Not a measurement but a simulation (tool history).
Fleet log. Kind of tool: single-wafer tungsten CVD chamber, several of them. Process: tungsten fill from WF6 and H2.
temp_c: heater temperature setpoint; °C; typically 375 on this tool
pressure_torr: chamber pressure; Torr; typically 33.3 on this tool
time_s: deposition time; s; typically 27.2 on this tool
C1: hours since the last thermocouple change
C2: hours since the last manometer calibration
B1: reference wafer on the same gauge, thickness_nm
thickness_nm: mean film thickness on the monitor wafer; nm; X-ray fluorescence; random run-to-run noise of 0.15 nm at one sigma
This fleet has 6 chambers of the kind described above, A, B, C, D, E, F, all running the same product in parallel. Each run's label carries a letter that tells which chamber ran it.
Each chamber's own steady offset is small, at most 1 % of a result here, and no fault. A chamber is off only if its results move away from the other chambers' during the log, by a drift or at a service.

run 1D day=0.254 | temp_c=375 pressure_torr=33.3 time_s=27.2 | C1=56.2 C2=2277.1 | B1=53.211 | thickness_nm=50.517
run 2B day=0.508 | temp_c=375 pressure_torr=33.3 time_s=27.2 | C1=496.2 C2=2143.2 | B1=53.175 | thickness_nm=51.264
run 3E day=0.892 | temp_c=375 pressure_torr=33.3 time_s=27.2 | C1=360.7 C2=618.0 | B1=53.213 | thickness_nm=51.324
run 4F day=1.208 | temp_c=375 pressure_torr=33.3 time_s=27.2 | C1=1681.5 C2=2434.5 | B1=53.164 | thickness_nm=51.285
run 5C day=1.550 | temp_c=375 pressure_torr=33.3 time_s=27.2 | C1=725.8 C2=722.7 | B1=53.216 | thickness_nm=51.196
run 6A day=1.904 | temp_c=375 pressure_torr=33.3 time_s=27.2 | C1=933.2 C2=1172.5 | B1=53.218 | thickness_nm=50.804
run 7A day=2.192 | temp_c=375 pressure_torr=33.3 time_s=27.2 | C1=940.1 C2=1179.4 | B1=53.190 | thickness_nm=50.762
run 8B day=2.396 | temp_c=375 pressure_torr=33.3 time_s=27.2 | C1=541.5 C2=2188.5 | B1=53.205 | thickness_nm=51.288
-- day=2.433 chamber F: capacitance manometer re-zeroed and calibrated
run 9C day=2.704 | temp_c=386 pressure_torr=33.3 time_s=27.2 | C1=753.5 C2=750.4 | B1=53.214 | thickness_nm=63.946
run 10F day=2.904 | temp_c=386 pressure_torr=33.3 time_s=27.2 | C1=1722.2 C2=11.4 | B1=53.190 | thickness_nm=64.150
run 11D day=3.275 | temp_c=386 pressure_torr=33.3 time_s=27.2 | C1=128.7 C2=2349.6 | B1=53.177 | thickness_nm=62.792
run 12E day=3.475 | temp_c=386 pressure_torr=33.3 time_s=27.2 | C1=422.7 C2=680.0 | B1=53.212 | thickness_nm=63.732
-- day=3.525 chamber D: capacitance manometer re-zeroed and calibrated
run 13B day=3.796 | temp_c=386 pressure_torr=33.3 time_s=27.2 | C1=575.1 C2=2222.1 | B1=53.167 | thickness_nm=63.875
run 14E day=4.117 | temp_c=386 pressure_torr=33.3 time_s=27.2 | C1=438.1 C2=695.4 | B1=53.181 | thickness_nm=63.866
run 15D day=4.508 | temp_c=382 pressure_torr=33.3 time_s=25.3 | C1=158.3 C2=23.6 | B1=53.203 | thickness_nm=54.255
run 16F day=4.721 | temp_c=382 pressure_torr=33.3 time_s=25.3 | C1=1765.8 C2=55.0 | B1=53.194 | thickness_nm=54.855
run 17C day=5.108 | temp_c=382 pressure_torr=33.3 time_s=25.3 | C1=811.2 C2=808.1 | B1=53.205 | thickness_nm=54.981
run 18A day=5.288 | temp_c=382 pressure_torr=33.3 time_s=25.3 | C1=1014.4 C2=1253.7 | B1=53.210 | thickness_nm=54.442
run 19E day=5.642 | temp_c=382 pressure_torr=33.3 time_s=25.3 | C1=474.7 C2=732.0 | B1=53.227 | thickness_nm=54.529
run 20F day=5.921 | temp_c=382 pressure_torr=33.3 time_s=25.3 | C1=1794.6 C2=83.8 | B1=53.193 | thickness_nm=54.648
run 21B day=6.146 | temp_c=375 pressure_torr=33.3 time_s=27.2 | C1=631.5 C2=2278.5 | B1=53.193 | thickness_nm=51.177
run 22A day=6.425 | temp_c=375 pressure_torr=33.3 time_s=27.2 | C1=1041.7 C2=1281.0 | B1=53.179 | thickness_nm=50.572
run 23C day=6.746 | temp_c=375 pressure_torr=33.3 time_s=27.2 | C1=850.5 C2=847.4 | B1=53.202 | thickness_nm=51.033
run 24D day=6.938 | temp_c=375 pressure_torr=33.3 time_s=27.2 | C1=216.6 C2=81.9 | B1=53.185 | thickness_nm=50.770
run 25C day=7.142 | temp_c=375 pressure_torr=33.3 time_s=27.2 | C1=860.0 C2=856.9 | B1=53.185 | thickness_nm=51.235
run 26A day=7.471 | temp_c=367 pressure_torr=33.3 time_s=27.2 | C1=1066.8 C2=1306.1 | B1=53.230 | thickness_nm=42.908
run 27E day=7.754 | temp_c=367 pressure_torr=33.3 time_s=27.2 | C1=525.4 C2=782.7 | B1=53.212 | thickness_nm=43.256
run 28F day=7.933 | temp_c=367 pressure_torr=33.3 time_s=27.2 | C1=1842.9 C2=132.1 | B1=53.219 | thickness_nm=43.131
run 29D day=8.292 | temp_c=367 pressure_torr=33.3 time_s=27.2 | C1=249.1 C2=114.4 | B1=53.218 | thickness_nm=42.767
run 30B day=8.675 | temp_c=367 pressure_torr=33.3 time_s=27.2 | C1=692.2 C2=2339.2 | B1=53.199 | thickness_nm=43.287
run 31E day=8.971 | temp_c=367 pressure_torr=33.3 time_s=27.2 | C1=554.6 C2=811.9 | B1=53.217 | thickness_nm=43.165
run 32D day=9.346 | temp_c=390 pressure_torr=33.3 time_s=23.3 | C1=274.4 C2=139.7 | B1=53.164 | thickness_nm=58.264
run 33B day=9.533 | temp_c=390 pressure_torr=33.3 time_s=23.3 | C1=712.8 C2=2359.8 | B1=53.175 | thickness_nm=58.947
run 34C day=9.842 | temp_c=390 pressure_torr=33.3 time_s=23.3 | C1=924.8 C2=921.7 | B1=53.238 | thickness_nm=59.176
run 35F day=10.158 | temp_c=390 pressure_torr=33.3 time_s=23.3 | C1=1896.3 C2=185.5 | B1=53.218 | thickness_nm=58.992
run 36A day=10.475 | temp_c=390 pressure_torr=33.3 time_s=23.3 | C1=1138.9 C2=1378.2 | B1=53.145 | thickness_nm=58.784
run 37A day=10.671 | temp_c=390 pressure_torr=33.3 time_s=23.3 | C1=1143.6 C2=1382.9 | B1=53.165 | thickness_nm=58.903
run 38D day=10.896 | temp_c=375 pressure_torr=33.3 time_s=27.2 | C1=311.6 C2=176.9 | B1=53.171 | thickness_nm=50.774
run 39C day=11.192 | temp_c=375 pressure_torr=33.3 time_s=27.2 | C1=957.2 C2=954.1 | B1=53.204 | thickness_nm=51.313
run 40B day=11.421 | temp_c=375 pressure_torr=33.3 time_s=27.2 | C1=758.1 C2=2405.1 | B1=53.195 | thickness_nm=51.052

For the next run the whole fleet of 6 chambers uses the same settings. Give each chamber's results:
run 41A day=11.712 | temp_c=375 pressure_torr=33.3 time_s=27.2 | thickness_nm=?
run 41B day=11.712 | temp_c=375 pressure_torr=33.3 time_s=27.2 | thickness_nm=?
run 41C day=11.712 | temp_c=375 pressure_torr=33.3 time_s=27.2 | thickness_nm=?
run 41D day=11.712 | temp_c=375 pressure_torr=33.3 time_s=27.2 | thickness_nm=?
run 41E day=11.712 | temp_c=375 pressure_torr=33.3 time_s=27.2 | thickness_nm=?
run 41F day=11.712 | temp_c=375 pressure_torr=33.3 time_s=27.2 | thickness_nm=?

run=41A thickness_nm=50.907
run=41B thickness_nm=51.218
run=41C thickness_nm=51.209
run=41D thickness_nm=50.486
run=41E thickness_nm=51.092
run=41F thickness_nm=50.797
